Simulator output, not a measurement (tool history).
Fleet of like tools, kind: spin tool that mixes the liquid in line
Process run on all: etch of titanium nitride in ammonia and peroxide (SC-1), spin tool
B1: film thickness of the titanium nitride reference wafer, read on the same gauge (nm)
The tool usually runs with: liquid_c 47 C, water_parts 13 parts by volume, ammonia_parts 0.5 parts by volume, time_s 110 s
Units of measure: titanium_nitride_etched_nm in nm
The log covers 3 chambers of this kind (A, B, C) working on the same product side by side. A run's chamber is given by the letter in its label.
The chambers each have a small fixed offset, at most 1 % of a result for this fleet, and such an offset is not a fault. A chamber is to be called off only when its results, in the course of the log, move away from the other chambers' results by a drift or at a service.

Run 1B, hour 5.7: usual settings; B1 149.98. Result: titanium_nitride_etched_nm 6.1639 nm.
At hour 8.6: chamber B: new drum of ammonia solution connected.
Run 2C, hour 11.0: usual settings; B1 150.04. Result: titanium_nitride_etched_nm 6.2726 nm.
Run 3A, hour 16.6: usual settings; B1 149.98. Result: titanium_nitride_etched_nm 6.2632 nm.
Run 4B, hour 20.6: usual settings; B1 149.99. Result: titanium_nitride_etched_nm 6.3289 nm.
Run 5C, hour 27.0: usual settings; B1 150.01. Result: titanium_nitride_etched_nm 6.2780 nm.
Run 6A, hour 31.4: usual settings; B1 150.01. Result: titanium_nitride_etched_nm 6.4124 nm.
Run 7A, hour 37.7: usual settings; B1 150.00. Result: titanium_nitride_etched_nm 6.4956 nm.
Run 8C, hour 44.2: usual settings; B1 149.97. Result: titanium_nitride_etched_nm 6.2240 nm.
Run 9B, hour 49.1: usual settings; B1 149.98. Result: titanium_nitride_etched_nm 6.1847 nm.
Run 10C, hour 55.7: usual settings; B1 150.01. Result: titanium_nitride_etched_nm 6.2987 nm.
Run 11B, hour 59.0: usual settings; B1 150.00. Result: titanium_nitride_etched_nm 6.3577 nm.
Run 12A, hour 65.0: usual settings; B1 150.00. Result: titanium_nitride_etched_nm 6.6963 nm.
Run 13B, hour 69.2: usual settings; B1 150.00. Result: titanium_nitride_etched_nm 6.2868 nm.
Run 14C, hour 74.4: usual settings; B1 149.99. Result: titanium_nitride_etched_nm 6.1468 nm.
Run 15A, hour 78.7: usual settings; B1 149.99. Result: titanium_nitride_etched_nm 6.8609 nm.
Run 16A, hour 83.5: usual settings; B1 150.00. Result: titanium_nitride_etched_nm 6.9045 nm.
Run 17C, hour 89.8: usual settings; B1 149.96. Result: titanium_nitride_etched_nm 6.1915 nm.
Run 18B, hour 95.1: usual settings; B1 150.00. Result: titanium_nitride_etched_nm 6.1665 nm.
Run 19A, hour 101.0: usual settings; B1 150.00. Result: titanium_nitride_etched_nm 7.1088 nm.
Run 20C, hour 106.3: usual settings but water_parts 17 parts by volume; B1 150.01. Result: titanium_nitride_etched_nm 5.3471 nm.
Run 21B, hour 109.5: usual settings but water_parts 17 parts by volume; B1 150.02. Result: titanium_nitride_etched_nm 5.4637 nm.

All 3 chambers run these settings next. Forecast each chamber's results:
Run 22A, hour 114.7: usual settings but time_s 65 s. Result: titanium_nitride_etched_nm ?.
Run 22B, hour 114.7: usual settings but time_s 65 s. Result: titanium_nitride_etched_nm ?.
Run 22C, hour 114.7: usual settings but time_s 65 s. Result: titanium_nitride_etched_nm ?.

run  titanium_nitride_etched_nm
22A                      4.3328
22B                      3.7108
22C                      3.6676
